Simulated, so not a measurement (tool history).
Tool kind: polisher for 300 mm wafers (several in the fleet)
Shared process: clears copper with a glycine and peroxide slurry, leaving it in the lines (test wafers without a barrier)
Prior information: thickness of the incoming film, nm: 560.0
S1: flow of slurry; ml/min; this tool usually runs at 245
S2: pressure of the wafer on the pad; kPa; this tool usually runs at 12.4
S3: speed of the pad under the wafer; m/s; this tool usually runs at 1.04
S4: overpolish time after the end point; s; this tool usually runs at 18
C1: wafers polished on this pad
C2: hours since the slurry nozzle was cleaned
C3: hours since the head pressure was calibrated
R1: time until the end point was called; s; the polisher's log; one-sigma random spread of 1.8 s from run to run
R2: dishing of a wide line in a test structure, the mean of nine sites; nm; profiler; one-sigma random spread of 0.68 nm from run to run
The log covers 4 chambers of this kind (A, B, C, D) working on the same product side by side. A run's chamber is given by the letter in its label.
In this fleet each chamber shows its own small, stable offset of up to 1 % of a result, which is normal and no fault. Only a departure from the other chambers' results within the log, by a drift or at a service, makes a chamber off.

{"run": "1B", "day": 0.146, "S1": 245, "S2": 12.4, "S3": 1.04, "S4": 18, "C1": 44, "C2": 239.8, "C3": 327.5, "R1": 142.65, "R2": 36.762}
{"run": "2A", "day": 0.254, "S1": 245, "S2": 12.4, "S3": 1.04, "S4": 18, "C1": 427, "C2": 151.8, "C3": 496.5, "R1": 142.54, "R2": 35.892}
{"day": 0.296, "done": "chamber C: worn pad replaced by a new one"}
{"run": "3D", "day": 0.354, "S1": 245, "S2": 12.4, "S3": 1.04, "S4": 18, "C1": 852, "C2": 42.7, "C3": 229.5, "R1": 137.24, "R2": 37.032}
{"run": "4C", "day": 0.492, "S1": 245, "S2": 12.4, "S3": 1.04, "S4": 18, "C1": 32, "C2": 484.7, "C3": 752.5, "R1": 142.96, "R2": 35.51}
{"run": "5A", "day": 0.654, "S1": 245, "S2": 12.4, "S3": 1.04, "S4": 18, "C1": 493, "C2": 161.4, "C3": 506.1, "R1": 140.1, "R2": 35.847}
{"run": "6C", "day": 0.808, "S1": 315, "S2": 12.4, "S3": 1.04, "S4": 18, "C1": 85, "C2": 492.3, "C3": 760.1, "R1": 141.09, "R2": 36.439}
{"run": "7D", "day": 0.971, "S1": 315, "S2": 12.4, "S3": 1.04, "S4": 18, "C1": 955, "C2": 57.5, "C3": 244.3, "R1": 137.27, "R2": 37.429}
{"run": "8B", "day": 1.117, "S1": 315, "S2": 12.4, "S3": 1.04, "S4": 18, "C1": 206, "C2": 263.1, "C3": 350.8, "R1": 139.27, "R2": 36.789}
{"run": "9B", "day": 1.262, "S1": 315, "S2": 12.4, "S3": 1.04, "S4": 18, "C1": 230, "C2": 266.6, "C3": 354.3, "R1": 140.16, "R2": 37.352}
{"day": 1.429, "done": "chamber A: head pressure recalibrated"}
{"run": "10D", "day": 1.442, "S1": 245, "S2": 12.4, "S3": 1.04, "S4": 18, "C1": 1034, "C2": 68.8, "C3": 255.6, "R1": 144.07, "R2": 36.238}
{"run": "11C", "day": 1.533, "S1": 245, "S2": 12.4, "S3": 1.04, "S4": 18, "C1": 206, "C2": 509.7, "C3": 777.5, "R1": 146.49, "R2": 34.511}
{"run": "12A", "day": 1.671, "S1": 280, "S2": 12.4, "S3": 1.04, "S4": 18, "C1": 663, "C2": 185.8, "C3": 5.8, "R1": 140.08, "R2": 37.167}
{"day": 1.775, "done": "chamber D: worn pad replaced by a new one"}
{"run": "13C", "day": 1.825, "S1": 280, "S2": 12.4, "S3": 1.04, "S4": 18, "C1": 255, "C2": 516.7, "C3": 784.5, "R1": 139.5, "R2": 37.21}
{"run": "14A", "day": 1.929, "S1": 280, "S2": 12.4, "S3": 1.04, "S4": 18, "C1": 706, "C2": 192, "C3": 12, "R1": 140.08, "R2": 36.043}
{"run": "15D", "day": 2.117, "S1": 280, "S2": 12.4, "S3": 1.04, "S4": 18, "C1": 57, "C2": 85, "C3": 271.8, "R1": 138.35, "R2": 36.58}
{"run": "16B", "day": 2.271, "S1": 245, "S2": 10.3, "S3": 1.04, "S4": 18, "C1": 398, "C2": 290.8, "C3": 378.5, "R1": 166.09, "R2": 33.328}
{"run": "17B", "day": 2.396, "S1": 245, "S2": 10.3, "S3": 1.04, "S4": 18, "C1": 419, "C2": 293.8, "C3": 381.5, "R1": 165.54, "R2": 33.623}
{"run": "18D", "day": 2.479, "S1": 245, "S2": 10.3, "S3": 1.04, "S4": 18, "C1": 117, "C2": 93.7, "C3": 280.5, "R1": 162.86, "R2": 34.104}
{"run": "19A", "day": 2.612, "S1": 245, "S2": 10.3, "S3": 1.04, "S4": 18, "C1": 820, "C2": 208.4, "C3": 28.4, "R1": 164.32, "R2": 33.378}
{"run": "20C", "day": 2.767, "S1": 245, "S2": 12.4, "S3": 1.04, "S4": 18, "C1": 412, "C2": 539.3, "C3": 807.1, "R1": 145.39, "R2": 35.041}
{"run": "21D", "day": 2.95, "S1": 245, "S2": 12.4, "S3": 1.04, "S4": 18, "C1": 196, "C2": 105, "C3": 291.8, "R1": 143.07, "R2": 37.999}
{"run": "22B", "day": 3.133, "S1": 245, "S2": 12.4, "S3": 1.04, "S4": 18, "C1": 542, "C2": 311.5, "C3": 399.2, "R1": 141.61, "R2": 37.451}
{"run": "23A", "day": 3.3, "S1": 245, "S2": 12.4, "S3": 1.04, "S4": 18, "C1": 935, "C2": 224.9, "C3": 44.9, "R1": 147.88, "R2": 35.163}
{"run": "24C", "day": 3.442, "S1": 305, "S2": 12.4, "S3": 1.04, "S4": 28, "C1": 525, "C2": 555.5, "C3": 823.3, "R1": 138.17, "R2": 44.913}
{"run": "25C", "day": 3.579, "S1": 305, "S2": 12.4, "S3": 1.04, "S4": 28, "C1": 547, "C2": 558.8, "C3": 826.6, "R1": 137.51, "R2": 46.075}
{"run": "26D", "day": 3.729, "S1": 305, "S2": 12.4, "S3": 1.04, "S4": 28, "C1": 326, "C2": 123.7, "C3": 310.5, "R1": 140.41, "R2": 45.289}
{"run": "27B", "day": 3.812, "S1": 305, "S2": 12.4, "S3": 1.04, "S4": 28, "C1": 656, "C2": 327.8, "C3": 415.5, "R1": 136.82, "R2": 47.715}
{"run": "28A", "day": 3.9, "S1": 245, "S2": 12.4, "S3": 1.04, "S4": 18, "C1": 1035, "C2": 239.3, "C3": 59.3, "R1": 151.03, "R2": 34.895}
{"run": "29B", "day": 4.038, "S1": 245, "S2": 12.4, "S3": 1.04, "S4": 18, "C1": 693, "C2": 333.2, "C3": 420.9, "R1": 141.86, "R2": 36.733}
{"run": "30C", "day": 4.188, "S1": 245, "S2": 12.4, "S3": 1.04, "S4": 18, "C1": 649, "C2": 573.4, "C3": 841.2, "R1": 142.98, "R2": 35.668}
{"run": "31A", "day": 4.296, "S1": 325, "S2": 12.4, "S3": 1.04, "S4": 18, "C1": 1101, "C2": 248.8, "C3": 68.8, "R1": 145.76, "R2": 35.915}
{"day": 4.421, "done": "chamber C: head pressure recalibrated"}
{"run": "32D", "day": 4.438, "S1": 325, "S2": 12.4, "S3": 1.04, "S4": 18, "C1": 444, "C2": 140.7, "C3": 327.5, "R1": 139.27, "R2": 36.561}
{"run": "33C", "day": 4.612, "S1": 325, "S2": 12.4, "S3": 1.04, "S4": 18, "C1": 720, "C2": 583.6, "C3": 4.7, "R1": 137.68, "R2": 36.413}
{"run": "34B", "day": 4.767, "S1": 325, "S2": 12.4, "S3": 1.04, "S4": 18, "C1": 815, "C2": 350.7, "C3": 438.4, "R1": 137.83, "R2": 37.842}
{"run": "35A", "day": 4.942, "S1": 245, "S2": 12.4, "S3": 1.04, "S4": 13, "C1": 1209, "C2": 264.3, "C3": 84.3, "R1": 154.78, "R2": 27.444}
{"run": "36D", "day": 5.075, "S1": 245, "S2": 12.4, "S3": 1.04, "S4": 13, "C1": 550, "C2": 156, "C3": 342.8, "R1": 141.65, "R2": 29.246}
{"run": "37B", "day": 5.175, "S1": 245, "S2": 12.4, "S3": 1.04, "S4": 13, "C1": 883, "C2": 360.5, "C3": 448.2, "R1": 141.59, "R2": 28.833}
{"run": "38C", "day": 5.296, "S1": 245, "S2": 12.4, "S3": 1.04, "S4": 13, "C1": 834, "C2": 600, "C3": 21.1, "R1": 141.99, "R2": 28.958}
{"run": "39D", "day": 5.462, "S1": 245, "S2": 12.4, "S3": 1.04, "S4": 18, "C1": 615, "C2": 165.3, "C3": 352.1, "R1": 141.65, "R2": 37.061}

One chamber off, gauge drift, or nothing amiss beyond the chambers' own small offsets? If it is a chamber, which one, and what is the likeliest cause?

One chamber, A, drifts off from the rest bit by bit.
What lies behind it: removal rate lost through wear of the pad, % = 9.66.
From this log alone, it may not be told apart from: head's pressure below its setpoint, %.

Chamber A could run next with any of the 4 candidate recipes listed below; each alters the usual settings, and their results appear as question marks. Which one brings its results back in line with what the other chambers deliver on the usual settings?
Counts as in line when no further than this from what the other chambers average on the usual settings: R1 6.4 s; R2 2.4 nm
{"run": "40A-1", "day": 5.596, "S1": 245, "S2": 11.7, "S3": 0.96, "S4": 18, "R1": "?", "R2": "?"}
{"run": "40A-2", "day": 5.596, "S1": 245, "S2": 12.4, "S3": 1.02, "S4": 18, "R1": "?", "R2": "?"}
{"run": "40A-3", "day": 5.596, "S1": 245, "S2": 12.4, "S3": 1.06, "S4": 18, "R1": "?", "R2": "?"}
{"run": "40A-4", "day": 5.596, "S1": 245, "S2": 13.1, "S3": 1.12, "S4": 18, "R1": "?", "R2": "?"}

Usual-settings mean across the other chambers: R1 142.4 s; R2 36.163 nm
run=40A-1 R1=173.31 R2=31.912
run=40A-2 R1=158.84 R2=33.608
run=40A-3 R1=154.26 R2=34.134
run=40A-4 R1=141.86 R2=35.768
It is 40A-4 that realigns the chamber with its peers.
